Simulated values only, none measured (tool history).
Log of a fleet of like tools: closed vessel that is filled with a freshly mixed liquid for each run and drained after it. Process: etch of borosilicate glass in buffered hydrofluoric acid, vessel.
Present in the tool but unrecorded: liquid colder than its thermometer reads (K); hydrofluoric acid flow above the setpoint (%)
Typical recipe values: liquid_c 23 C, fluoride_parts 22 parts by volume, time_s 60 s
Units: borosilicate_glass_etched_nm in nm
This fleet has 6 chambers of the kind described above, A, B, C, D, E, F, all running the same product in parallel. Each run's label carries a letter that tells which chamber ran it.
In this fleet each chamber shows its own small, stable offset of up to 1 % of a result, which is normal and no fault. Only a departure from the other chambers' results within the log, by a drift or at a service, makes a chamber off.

run    day  liquid_c  fluoride_parts  time_s  hours since the thermometer was replaced  hours since the hydrofluoric acid flow meter was replaced  read-back film thickness of the borosilicate glass reference wafer, read on the same gauge (nm)  borosilicate_glass_etched_nm
 1C  0.179        23              22      60                                     198.3                                                       52.2                                                                                              120                        33.066
 2A  0.333        23              22      60                                     746.8                                                        502                                                                                              120                        33.308
 3F  0.471        23              22      60                                     762.7                                                     1332.1                                                                                           119.97                        33.842
 4E  0.646        23              22      60                                     604.1                                                      448.5                                                                                           120.01                        33.665
 5D  0.796        23              22      60                                       243                                                      990.3                                                                                           120.01                        33.616
 6B  0.921        19              22      60                                     163.6                                                      399.4                                                                                           119.99                        27.163
 7D  1.112        19              22      60                                     250.6                                                      997.9                                                                                           120.04                        27.267
 8C  1.267        19              22      60                                     224.4                                                       78.3                                                                                           120.03                        26.936
 9E  1.412        19              22      60                                     622.5                                                      466.9                                                                                           120.03                        26.943
10F  1.542        19              22      60                                     788.4                                                     1357.8                                                                                              120                        27.417
11A  1.683        19              22      60                                     779.2                                                      534.4                                                                                           120.03                        26.405
12B  1.888      26.5              25      60                                     186.8                                                      422.6                                                                                              120                        37.116
13F    2.1      26.5              25      60                                     801.8                                                     1371.2                                                                                           120.03                        37.899
14A  2.196      26.5              25      60                                     791.5                                                      546.7                                                                                           119.99                        36.153
15C    2.4      26.5              25      60                                     251.6                                                      105.5                                                                                           120.01                        36.049
16E  2.512      26.5              25      60                                     648.9                                                      493.3                                                                                              120                        36.507
17D    2.7      26.5              25      60                                     288.7                                                       1036                                                                                           119.98                        37.318
18B  2.842        23              22      30                                     209.7                                                      445.5                                                                                           119.98                        16.688
19B      3        23              22      30                                     213.5                                                      449.3                                                                                           120.01                        16.773
20A    3.2        23              22      30                                     815.6                                                      570.8                                                                                           119.99                         16.24
21E  3.321        23              22      30                                     668.3                                                      512.7                                                                                           120.03                        16.714
22C  3.488        23              22      30                                     277.7                                                      131.6                                                                                           119.98                        16.769
23D    3.7        23              22      30                                     312.7                                                       1060                                                                                              120                        16.797
24F  3.842        23              22      60                                     843.6                                                       1413                                                                                           120.01                        33.548
25F  4.025        23              22      60                                       848                                                     1417.4                                                                                              120                        33.165
26C  4.167        23              22      60                                       294                                                      147.9                                                                                           120.04                        33.188
27B  4.333        23              22      60                                     245.5                                                      481.3                                                                                           120.01                        33.371
28D  4.546        23              22      60                                       333                                                     1080.3                                                                                              120                        33.129
29A  4.729        23              22      60                                     852.3                                                      607.5                                                                                           119.99                        31.805
30E  4.862        23              22      60                                     705.3                                                      549.7                                                                                           120.01                        33.262
31A  5.021        23              22      60                                     859.3                                                      614.5                                                                                           119.97                        31.831
32E  5.158        23            16.5      80                                     712.4                                                      556.8                                                                                           120.01                        57.782
33D  5.296        23            16.5      80                                       351                                                     1098.3                                                                                           119.98                        57.705
34C  5.433        23            16.5      80                                     324.4                                                      178.3                                                                                           120.02                        57.435
35B  5.646        23            16.5      80                                       277                                                      512.8                                                                                           120.03                        57.897
36F  5.792        23            16.5      80                                     890.4                                                     1459.8                                                                                           119.98                        57.784
37D  5.896        23            16.5      80                                     365.4                                                     1112.7                                                                                           119.96                        57.927
38E  6.104      18.5              22      60                                     735.1                                                      579.5                                                                                           119.98                        26.169
39B  6.267      18.5              22      60                                     291.9                                                      527.7                                                                                           119.99                        25.988
40C  6.479      18.5              22      60                                     349.5                                                      203.4                                                                                           120.01                        26.072
41A  6.688      18.5              22      60                                     899.3                                                      654.5                                                                                           120.01                        24.623
42F    6.8      18.5              22      60                                     914.6                                                       1484                                                                                              120                        26.548
43E  6.954      18.5              22      60                                     755.5                                                      599.9                                                                                           120.03                         26.14
44F  7.067        23              22      60                                       921                                                     1490.4                                                                                           120.01                        33.719

Decide between three cases: one chamber stands off from its peers, the gauge reading all wafers drifts, or nothing is wrong past each chamber's small offset. Where a chamber is off, say which and what most likely put it there.

One chamber, A, drifts off from the rest bit by bit.
Cause: liquid colder than its thermometer reads (K) = 1.54.
From this log alone, it may not be told apart from: hydrofluoric acid flow below the setpoint (%).

Below are 4 candidate recipes for chamber A's next run, each the usual settings with a change, their results shown as question marks. Which of them brings A's results back in line with what the other chambers give on the usual settings?
To be in line, a result may differ from the other chambers' mean on the usual settings by at most: borosilicate_glass_etched_nm 0.89 nm
45A-1  7.221        23              23      60                                                                                                                                                                                                                                   ?
45A-2  7.221        23            21.5      65                                                                                                                                                                                                                                   ?
45A-3  7.221        23              22      55                                                                                                                                                                                                                                   ?
45A-4  7.221      23.5              22      60                                                                                                                                                                                                                                   ?

What the other chambers average on the usual settings: borosilicate_glass_etched_nm 33.502 nm
  run  borosilicate_glass_etched_nm
45A-1                        29.752
45A-2                        33.801
45A-3                        28.141
45A-4                        31.549
45A-2 brings the chamber back in line.
